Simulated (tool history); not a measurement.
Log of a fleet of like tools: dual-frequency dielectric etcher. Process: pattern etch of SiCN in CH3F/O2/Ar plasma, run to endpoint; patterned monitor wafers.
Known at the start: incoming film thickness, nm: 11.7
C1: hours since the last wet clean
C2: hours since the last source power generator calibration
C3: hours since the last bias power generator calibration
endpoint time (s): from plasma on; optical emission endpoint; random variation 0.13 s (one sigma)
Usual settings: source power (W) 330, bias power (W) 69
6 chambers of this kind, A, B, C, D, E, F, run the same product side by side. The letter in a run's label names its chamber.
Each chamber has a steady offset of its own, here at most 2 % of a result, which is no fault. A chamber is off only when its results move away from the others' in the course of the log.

{"run": "1A", "day": 0.146, "source power (W)": 330, "bias power (W)": 69, "C1": 216.1, "C2": 88.7, "C3": 2057.4, "endpoint time (s)": 33.704}
{"run": "2E", "day": 0.342, "source power (W)": 330, "bias power (W)": 69, "C1": 343.5, "C2": 1440.6, "C3": 1401.1, "endpoint time (s)": 34.182}
{"run": "3C", "day": 0.492, "source power (W)": 330, "bias power (W)": 69, "C1": 327.6, "C2": 1608.6, "C3": 744.4, "endpoint time (s)": 34.28}
{"run": "4B", "day": 0.675, "source power (W)": 330, "bias power (W)": 69, "C1": 45.1, "C2": 268.2, "C3": 3429.6, "endpoint time (s)": 33.671}
{"run": "5F", "day": 0.829, "source power (W)": 330, "bias power (W)": 69, "C1": 30.0, "C2": 236.2, "C3": 2710.9, "endpoint time (s)": 33.998}
{"run": "6D", "day": 0.967, "source power (W)": 330, "bias power (W)": 69, "C1": 239.7, "C2": 2284.3, "C3": 614.2, "endpoint time (s)": 33.881}
{"run": "7D", "day": 1.117, "source power (W)": 330, "bias power (W)": 69, "C1": 243.3, "C2": 2287.9, "C3": 617.8, "endpoint time (s)": 33.762}
{"run": "8F", "day": 1.321, "source power (W)": 330, "bias power (W)": 69, "C1": 41.8, "C2": 248.0, "C3": 2722.7, "endpoint time (s)": 34.174}
{"run": "9E", "day": 1.454, "source power (W)": 330, "bias power (W)": 69, "C1": 370.2, "C2": 1467.3, "C3": 1427.8, "endpoint time (s)": 34.112}
{"run": "10C", "day": 1.638, "source power (W)": 330, "bias power (W)": 69, "C1": 355.1, "C2": 1636.1, "C3": 771.9, "endpoint time (s)": 34.349}
{"run": "11B", "day": 1.738, "source power (W)": 330, "bias power (W)": 69, "C1": 70.6, "C2": 293.7, "C3": 3455.1, "endpoint time (s)": 33.543}
{"run": "12A", "day": 1.858, "source power (W)": 330, "bias power (W)": 69, "C1": 257.2, "C2": 129.8, "C3": 2098.5, "endpoint time (s)": 33.421}
{"run": "13B", "day": 1.958, "source power (W)": 330, "bias power (W)": 69, "C1": 75.9, "C2": 299.0, "C3": 3460.4, "endpoint time (s)": 33.488}
{"run": "14F", "day": 2.121, "source power (W)": 290, "bias power (W)": 85, "C1": 61.0, "C2": 267.2, "C3": 2741.9, "endpoint time (s)": 33.038}
{"run": "15A", "day": 2.321, "source power (W)": 290, "bias power (W)": 85, "C1": 268.3, "C2": 140.9, "C3": 2109.6, "endpoint time (s)": 32.737}
{"run": "16E", "day": 2.488, "source power (W)": 290, "bias power (W)": 85, "C1": 395.0, "C2": 1492.1, "C3": 1452.6, "endpoint time (s)": 33.085}
{"run": "17C", "day": 2.625, "source power (W)": 290, "bias power (W)": 85, "C1": 378.8, "C2": 1659.8, "C3": 795.6, "endpoint time (s)": 33.05}
{"run": "18D", "day": 2.758, "source power (W)": 290, "bias power (W)": 85, "C1": 282.7, "C2": 2327.3, "C3": 657.2, "endpoint time (s)": 32.943}
{"run": "19D", "day": 2.904, "source power (W)": 290, "bias power (W)": 85, "C1": 286.2, "C2": 2330.8, "C3": 660.7, "endpoint time (s)": 33.138}
{"run": "20F", "day": 3.0, "source power (W)": 360, "bias power (W)": 84, "C1": 82.1, "C2": 288.3, "C3": 2763.0, "endpoint time (s)": 30.737}
{"run": "21E", "day": 3.108, "source power (W)": 360, "bias power (W)": 84, "C1": 409.9, "C2": 1507.0, "C3": 1467.5, "endpoint time (s)": 30.63}
{"run": "22A", "day": 3.229, "source power (W)": 360, "bias power (W)": 84, "C1": 290.1, "C2": 162.7, "C3": 2131.4, "endpoint time (s)": 30.523}
{"run": "23B", "day": 3.412, "source power (W)": 360, "bias power (W)": 84, "C1": 110.8, "C2": 333.9, "C3": 3495.3, "endpoint time (s)": 30.069}
{"run": "24C", "day": 3.588, "source power (W)": 360, "bias power (W)": 84, "C1": 401.9, "C2": 1682.9, "C3": 818.7, "endpoint time (s)": 30.818}
{"run": "25D", "day": 3.762, "source power (W)": 360, "bias power (W)": 84, "C1": 306.8, "C2": 2351.4, "C3": 681.3, "endpoint time (s)": 30.642}
{"run": "26E", "day": 3.862, "source power (W)": 330, "bias power (W)": 69, "C1": 428.0, "C2": 1525.1, "C3": 1485.6, "endpoint time (s)": 34.005}
{"run": "27C", "day": 4.021, "source power (W)": 330, "bias power (W)": 69, "C1": 412.3, "C2": 1693.3, "C3": 829.1, "endpoint time (s)": 34.291}
{"run": "28F", "day": 4.142, "source power (W)": 330, "bias power (W)": 69, "C1": 109.5, "C2": 315.7, "C3": 2790.4, "endpoint time (s)": 34.321}
{"run": "29B", "day": 4.292, "source power (W)": 330, "bias power (W)": 69, "C1": 131.9, "C2": 355.0, "C3": 3516.4, "endpoint time (s)": 33.495}
{"run": "30A", "day": 4.408, "source power (W)": 330, "bias power (W)": 69, "C1": 318.4, "C2": 191.0, "C3": 2159.7, "endpoint time (s)": 33.843}
{"run": "31F", "day": 4.604, "source power (W)": 330, "bias power (W)": 69, "C1": 120.6, "C2": 326.8, "C3": 2801.5, "endpoint time (s)": 34.14}
{"run": "32B", "day": 4.8, "source power (W)": 330, "bias power (W)": 69, "C1": 144.1, "C2": 367.2, "C3": 3528.6, "endpoint time (s)": 33.509}
{"run": "33D", "day": 4.967, "source power (W)": 330, "bias power (W)": 69, "C1": 335.7, "C2": 2380.3, "C3": 710.2, "endpoint time (s)": 33.864}
{"run": "34C", "day": 5.125, "source power (W)": 330, "bias power (W)": 69, "C1": 438.8, "C2": 1719.8, "C3": 855.6, "endpoint time (s)": 34.325}
{"run": "35A", "day": 5.317, "source power (W)": 330, "bias power (W)": 69, "C1": 340.2, "C2": 212.8, "C3": 2181.5, "endpoint time (s)": 33.585}
{"run": "36E", "day": 5.521, "source power (W)": 330, "bias power (W)": 69, "C1": 467.8, "C2": 1564.9, "C3": 1525.4, "endpoint time (s)": 34.226}
{"run": "37D", "day": 5.733, "source power (W)": 330, "bias power (W)": 69, "C1": 354.1, "C2": 2398.7, "C3": 728.6, "endpoint time (s)": 33.779}
{"run": "38C", "day": 5.946, "source power (W)": 260, "bias power (W)": 61, "C1": 458.5, "C2": 1739.5, "C3": 875.3, "endpoint time (s)": 39.24}
{"run": "39E", "day": 6.079, "source power (W)": 260, "bias power (W)": 61, "C1": 481.2, "C2": 1578.3, "C3": 1538.8, "endpoint time (s)": 39.409}
{"run": "40A", "day": 6.279, "source power (W)": 260, "bias power (W)": 61, "C1": 363.3, "C2": 235.9, "C3": 2204.6, "endpoint time (s)": 38.633}
{"run": "41F", "day": 6.504, "source power (W)": 260, "bias power (W)": 61, "C1": 166.2, "C2": 372.4, "C3": 2847.1, "endpoint time (s)": 38.96}
{"run": "42B", "day": 6.688, "source power (W)": 260, "bias power (W)": 61, "C1": 189.4, "C2": 412.5, "C3": 3573.9, "endpoint time (s)": 37.892}
{"run": "43A", "day": 6.808, "source power (W)": 260, "bias power (W)": 61, "C1": 376.0, "C2": 248.6, "C3": 2217.3, "endpoint time (s)": 38.852}

What goes on in this fleet: one chamber off, a drifting gauge, or nothing beyond the chambers' own small offsets? Name the chamber and the cause, if any.

No chamber stands off beyond its own small offset, and the gauge holds steady.
